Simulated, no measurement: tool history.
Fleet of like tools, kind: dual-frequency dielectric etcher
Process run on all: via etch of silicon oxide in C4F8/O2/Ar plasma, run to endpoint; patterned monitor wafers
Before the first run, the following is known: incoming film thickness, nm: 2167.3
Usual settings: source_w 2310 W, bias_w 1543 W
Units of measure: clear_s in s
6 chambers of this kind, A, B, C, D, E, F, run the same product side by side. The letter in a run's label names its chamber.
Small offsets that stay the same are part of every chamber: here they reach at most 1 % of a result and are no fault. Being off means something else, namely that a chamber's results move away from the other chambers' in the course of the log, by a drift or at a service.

Run 1B, hour 2.2: usual settings. Result: clear_s 433.57 s.
Run 2E, hour 4.4: usual settings. Result: clear_s 432.06 s.
Run 3A, hour 6.8: usual settings. Result: clear_s 431.94 s.
Run 4F, hour 9.9: usual settings. Result: clear_s 435.13 s.
Run 5D, hour 13.6: usual settings but source_w 2110 W, bias_w 1377 W. Result: clear_s 464.10 s.
Run 6C, hour 17.0: usual settings but source_w 2110 W, bias_w 1377 W. Result: clear_s 464.91 s.
Run 7D, hour 19.9: usual settings but source_w 2110 W, bias_w 1377 W. Result: clear_s 465.85 s.
At hour 20.1: chamber C: wet clean of the chamber.
Run 8C, hour 23.7: usual settings but source_w 2110 W, bias_w 1377 W. Result: clear_s 466.78 s.
Run 9F, hour 26.2: usual settings but source_w 2110 W, bias_w 1377 W. Result: clear_s 458.75 s.
Run 10A, hour 29.5: usual settings but source_w 2110 W, bias_w 1377 W. Result: clear_s 466.38 s.
Run 11E, hour 32.9: usual settings but source_w 2520 W. Result: clear_s 419.12 s.
Run 12B, hour 36.9: usual settings but source_w 2520 W. Result: clear_s 422.92 s.
Run 13F, hour 40.8: usual settings but source_w 2520 W. Result: clear_s 418.60 s.
Run 14A, hour 43.1: usual settings but source_w 2520 W. Result: clear_s 413.53 s.
Run 15E, hour 45.9: usual settings but source_w 2520 W. Result: clear_s 419.47 s.
Run 16C, hour 48.7: usual settings but source_w 2520 W. Result: clear_s 421.44 s.
Run 17D, hour 50.9: usual settings. Result: clear_s 436.55 s.
Run 18B, hour 54.2: usual settings. Result: clear_s 441.69 s.
Run 19C, hour 56.9: usual settings. Result: clear_s 439.68 s.
Run 20A, hour 59.6: usual settings. Result: clear_s 431.78 s.
Run 21D, hour 62.4: usual settings but source_w 1970 W, bias_w 1759 W. Result: clear_s 451.20 s.
At hour 62.9: chamber A: wet clean of the chamber.
At hour 64.6: chamber E: wet clean of the chamber.
Run 22B, hour 66.5: usual settings but source_w 1970 W, bias_w 1759 W. Result: clear_s 451.09 s.
Run 23E, hour 70.7: usual settings but source_w 1970 W, bias_w 1759 W. Result: clear_s 469.63 s.
Run 24F, hour 73.3: usual settings but source_w 1970 W, bias_w 1759 W. Result: clear_s 449.05 s.
Run 25A, hour 75.6: usual settings but source_w 1970 W, bias_w 1759 W. Result: clear_s 445.78 s.
Run 26B, hour 78.0: usual settings but source_w 1970 W, bias_w 1759 W. Result: clear_s 450.27 s.
Run 27D, hour 80.4: usual settings. Result: clear_s 434.77 s.
Run 28F, hour 84.7: usual settings but source_w 2140 W, bias_w 1303 W. Result: clear_s 464.33 s.
Run 29C, hour 87.5: usual settings but source_w 2140 W, bias_w 1303 W. Result: clear_s 473.21 s.
Run 30E, hour 90.2: usual settings but source_w 2140 W, bias_w 1303 W. Result: clear_s 488.14 s.
Run 31B, hour 94.2: usual settings but source_w 2140 W, bias_w 1303 W. Result: clear_s 470.94 s.
Run 32A, hour 97.2: usual settings but source_w 2140 W, bias_w 1303 W. Result: clear_s 461.37 s.
Run 33F, hour 101.0: usual settings but source_w 2140 W, bias_w 1303 W. Result: clear_s 464.50 s.
Run 34E, hour 104.6: usual settings. Result: clear_s 451.61 s.
Run 35C, hour 107.1: usual settings. Result: clear_s 436.06 s.
Run 36D, hour 110.2: usual settings. Result: clear_s 436.77 s.

Each of the 6 chambers runs these same settings next. Fill in every chamber's results:
Run 37A, hour 113.3: usual settings. Result: clear_s ?.
Run 37B, hour 113.3: usual settings. Result: clear_s ?.
Run 37C, hour 113.3: usual settings. Result: clear_s ?.
Run 37D, hour 113.3: usual settings. Result: clear_s ?.
Run 37E, hour 113.3: usual settings. Result: clear_s ?.
Run 37F, hour 113.3: usual settings. Result: clear_s ?.

run  clear_s
37A   430.97
37B   436.88
37C   440.98
37D   436.00
37E   459.65
37F   436.18
